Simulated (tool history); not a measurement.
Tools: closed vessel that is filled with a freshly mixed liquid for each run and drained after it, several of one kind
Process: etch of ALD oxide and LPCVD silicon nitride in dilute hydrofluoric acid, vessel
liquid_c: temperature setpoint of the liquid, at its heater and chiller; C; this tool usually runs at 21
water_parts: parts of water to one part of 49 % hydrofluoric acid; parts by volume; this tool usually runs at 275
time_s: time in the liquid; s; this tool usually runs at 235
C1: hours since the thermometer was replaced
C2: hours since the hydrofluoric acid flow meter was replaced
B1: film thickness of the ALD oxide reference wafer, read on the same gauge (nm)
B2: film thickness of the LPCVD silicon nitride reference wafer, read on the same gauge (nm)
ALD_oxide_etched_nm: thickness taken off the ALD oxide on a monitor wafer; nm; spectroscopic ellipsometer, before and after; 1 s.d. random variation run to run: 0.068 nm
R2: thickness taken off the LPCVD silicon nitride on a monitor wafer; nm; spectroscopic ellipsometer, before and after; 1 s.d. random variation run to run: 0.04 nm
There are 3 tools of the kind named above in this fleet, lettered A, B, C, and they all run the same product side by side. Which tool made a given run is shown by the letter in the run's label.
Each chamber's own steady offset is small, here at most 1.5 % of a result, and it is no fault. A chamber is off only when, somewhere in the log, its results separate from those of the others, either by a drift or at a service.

Run 1C, day 0.229: usual settings; C1 508.5; C2 463.9; B1 89.983; B2 99.991. Result: ALD_oxide_etched_nm 7.5086 nm, R2 0.35985 nm.
Run 2A, day 0.517: usual settings; C1 510.2; C2 899.5; B1 89.999; B2 99.97. Result: ALD_oxide_etched_nm 7.4827 nm, R2 0.42303 nm.
Run 3B, day 0.962: usual settings; C1 722.1; C2 1111; B1 89.997; B2 100.01. Result: ALD_oxide_etched_nm 7.6019 nm, R2 0.44973 nm.
Run 4A, day 1.204: usual settings; C1 526.7; C2 916; B1 89.993; B2 99.967. Result: ALD_oxide_etched_nm 7.3652 nm, R2 0.43371 nm.
Run 5B, day 1.688: usual settings; C1 739.5; C2 1128.4; B1 90.011; B2 99.984. Result: ALD_oxide_etched_nm 7.5784 nm, R2 0.36656 nm.
Run 6C, day 2.15: usual settings; C1 554.6; C2 510; B1 90.001; B2 99.987. Result: ALD_oxide_etched_nm 7.49 nm, R2 0.39975 nm.
Run 7A, day 2.417: usual settings; C1 555.8; C2 945.1; B1 90.001; B2 99.989. Result: ALD_oxide_etched_nm 7.3486 nm, R2 0.38544 nm.
Run 8C, day 2.867: usual settings but liquid_c 19 C, water_parts 235 parts by volume; C1 571.8; C2 527.2; B1 90.008; B2 100.01. Result: ALD_oxide_etched_nm 8.5532 nm, R2 0.40913 nm.
Run 9B, day 3.279: usual settings but liquid_c 19 C, water_parts 235 parts by volume; C1 777.7; C2 1166.6; B1 90.013; B2 99.998. Result: ALD_oxide_etched_nm 8.6247 nm, R2 0.41926 nm.
Run 10C, day 3.675: usual settings but liquid_c 19 C, water_parts 235 parts by volume; C1 591.2; C2 546.6; B1 90.017; B2 100. Result: ALD_oxide_etched_nm 8.5873 nm, R2 0.49289 nm.
Run 11A, day 4.138: usual settings; C1 597.1; C2 986.4; B1 90.015; B2 100.02. Result: ALD_oxide_etched_nm 7.3523 nm, R2 0.35587 nm.
Run 12B, day 4.392: usual settings; C1 804.4; C2 1193.3; B1 89.994; B2 100.03. Result: ALD_oxide_etched_nm 7.5537 nm, R2 0.40929 nm.
Run 13B, day 4.608: usual settings; C1 809.6; C2 1198.5; B1 90.018; B2 100.02. Result: ALD_oxide_etched_nm 7.4661 nm, R2 0.31808 nm.
Run 14C, day 4.95: usual settings but time_s 350 s; C1 621.8; C2 577.2; B1 89.993; B2 100.01. Result: ALD_oxide_etched_nm 11.352 nm, R2 0.60807 nm.
Run 15A, day 5.321: usual settings but time_s 350 s; C1 625.5; C2 1014.8; B1 90.01; B2 99.994. Result: ALD_oxide_etched_nm 11.119 nm, R2 0.51574 nm.
Run 16B, day 5.792: usual settings but time_s 350 s; C1 838; C2 1226.9; B1 90.016; B2 100.02. Result: ALD_oxide_etched_nm 11.232 nm, R2 0.47598 nm.
Run 17A, day 6.058: usual settings; C1 643.2; C2 1032.5; B1 89.988; B2 100. Result: ALD_oxide_etched_nm 7.4326 nm, R2 0.37147 nm.
Run 18C, day 6.542: usual settings but liquid_c 24 C; C1 660; C2 615.4; B1 89.999; B2 99.988. Result: ALD_oxide_etched_nm 8.4828 nm, R2 0.45316 nm.
Run 19A, day 6.921: usual settings but liquid_c 24 C; C1 663.9; C2 1053.2; B1 89.998; B2 99.99. Result: ALD_oxide_etched_nm 8.2544 nm, R2 0.41962 nm.
Run 20B, day 7.254: usual settings but liquid_c 24 C; C1 873.1; C2 1262; B1 90.009; B2 100. Result: ALD_oxide_etched_nm 8.4586 nm, R2 0.47728 nm.
Run 21C, day 7.521: usual settings; C1 683.5; C2 638.9; B1 90.025; B2 99.992. Result: ALD_oxide_etched_nm 7.7354 nm, R2 0.38599 nm.
Run 22C, day 7.729: usual settings; C1 688.5; C2 643.9; B1 90.01; B2 100. Result: ALD_oxide_etched_nm 7.5947 nm, R2 0.31962 nm.
Run 23A, day 8.142: usual settings; C1 693.2; C2 1082.5; B1 89.998; B2 99.976. Result: ALD_oxide_etched_nm 7.407 nm, R2 0.38882 nm.
Run 24B, day 8.446: usual settings; C1 901.7; C2 1290.6; B1 90.002; B2 99.999. Result: ALD_oxide_etched_nm 7.4569 nm, R2 0.29221 nm.
Run 25A, day 8.925: usual settings; C1 712; C2 1101.3; B1 89.99; B2 100. Result: ALD_oxide_etched_nm 7.444 nm, R2 0.41755 nm.
Run 26B, day 9.179: usual settings but water_parts 400 parts by volume; C1 919.3; C2 1308.2; B1 90.002; B2 99.98. Result: ALD_oxide_etched_nm 4.6167 nm, R2 0.25437 nm.
Run 27C, day 9.467: usual settings but water_parts 400 parts by volume; C1 730.2; C2 685.6; B1 89.99; B2 99.986. Result: ALD_oxide_etched_nm 4.849 nm, R2 0.2517 nm.
Run 28C, day 9.679: usual settings but water_parts 400 parts by volume; C1 735.3; C2 690.7; B1 90.018; B2 99.982. Result: ALD_oxide_etched_nm 4.8063 nm, R2 0.27676 nm.
Run 29A, day 10.067: usual settings but liquid_c 17 C; C1 739.4; C2 1128.7; B1 89.993; B2 99.966. Result: ALD_oxide_etched_nm 6.3518 nm, R2 0.31127 nm.
Run 30B, day 10.275: usual settings but liquid_c 17 C; C1 945.6; C2 1334.5; B1 90.013; B2 99.985. Result: ALD_oxide_etched_nm 6.4489 nm, R2 0.30632 nm.
Run 31A, day 10.504: usual settings but liquid_c 17 C; C1 749.9; C2 1139.2; B1 89.992; B2 99.988. Result: ALD_oxide_etched_nm 6.2934 nm, R2 0.23757 nm.
Run 32B, day 10.829: usual settings; C1 958.9; C2 1347.8; B1 89.976; B2 99.989. Result: ALD_oxide_etched_nm 7.5777 nm, R2 0.34649 nm.
Run 33C, day 11.046: usual settings; C1 768.1; C2 723.5; B1 90.015; B2 100. Result: ALD_oxide_etched_nm 7.9553 nm, R2 0.46232 nm.
Run 34B, day 11.442: usual settings; C1 973.6; C2 1362.5; B1 89.983; B2 100. Result: ALD_oxide_etched_nm 7.5143 nm, R2 0.39633 nm.
Run 35A, day 11.825: usual settings; C1 781.6; C2 1170.9; B1 89.995; B2 99.999. Result: ALD_oxide_etched_nm 7.3605 nm, R2 0.3679 nm.
Run 36C, day 12.221: usual settings but water_parts 400 parts by volume, time_s 340 s; C1 796.3; C2 751.7; B1 89.995; B2 99.966. Result: ALD_oxide_etched_nm 7.1436 nm, R2 0.47207 nm.
Run 37B, day 12.5: usual settings but water_parts 400 parts by volume, time_s 340 s; C1 999; C2 1387.9; B1 89.992; B2 99.992. Result: ALD_oxide_etched_nm 6.6647 nm, R2 0.38738 nm.
Run 38C, day 12.717: usual settings but water_parts 400 parts by volume, time_s 340 s; C1 808.2; C2 763.6; B1 89.976; B2 99.996. Result: ALD_oxide_etched_nm 7.1498 nm, R2 0.45074 nm.
At day 12.896: chamber B: hydrofluoric acid flow meter replaced.
Run 39A, day 12.996: usual settings; C1 809.7; C2 1199; B1 90.031; B2 100.01. Result: ALD_oxide_etched_nm 7.4038 nm, R2 0.45152 nm.
Run 40B, day 13.438: usual settings; C1 1021.5; C2 13.1; B1 89.993; B2 99.984. Result: ALD_oxide_etched_nm 7.4689 nm, R2 0.41322 nm.
Run 41C, day 13.758: usual settings; C1 833.2; C2 788.6; B1 89.996; B2 100.03. Result: ALD_oxide_etched_nm 8.1641 nm, R2 0.43336 nm.
Run 42A, day 14.246: usual settings; C1 839.7; C2 1229; B1 89.983; B2 99.987. Result: ALD_oxide_etched_nm 7.3507 nm, R2 0.43762 nm.

The same settings go to every chamber for the next run, one line per chamber below. Forecast the results for each:
Run 43A, day 14.592: usual settings. Result: ALD_oxide_etched_nm ?, R2 ?.
Run 43B, day 14.592: usual settings. Result: ALD_oxide_etched_nm ?, R2 ?.
Run 43C, day 14.592: usual settings. Result: ALD_oxide_etched_nm ?, R2 ?.

run  ALD_oxide_etched_nm       R2
43A               7.3767  0.45804
43B               7.5286  0.31113
43C               8.2087  0.39692
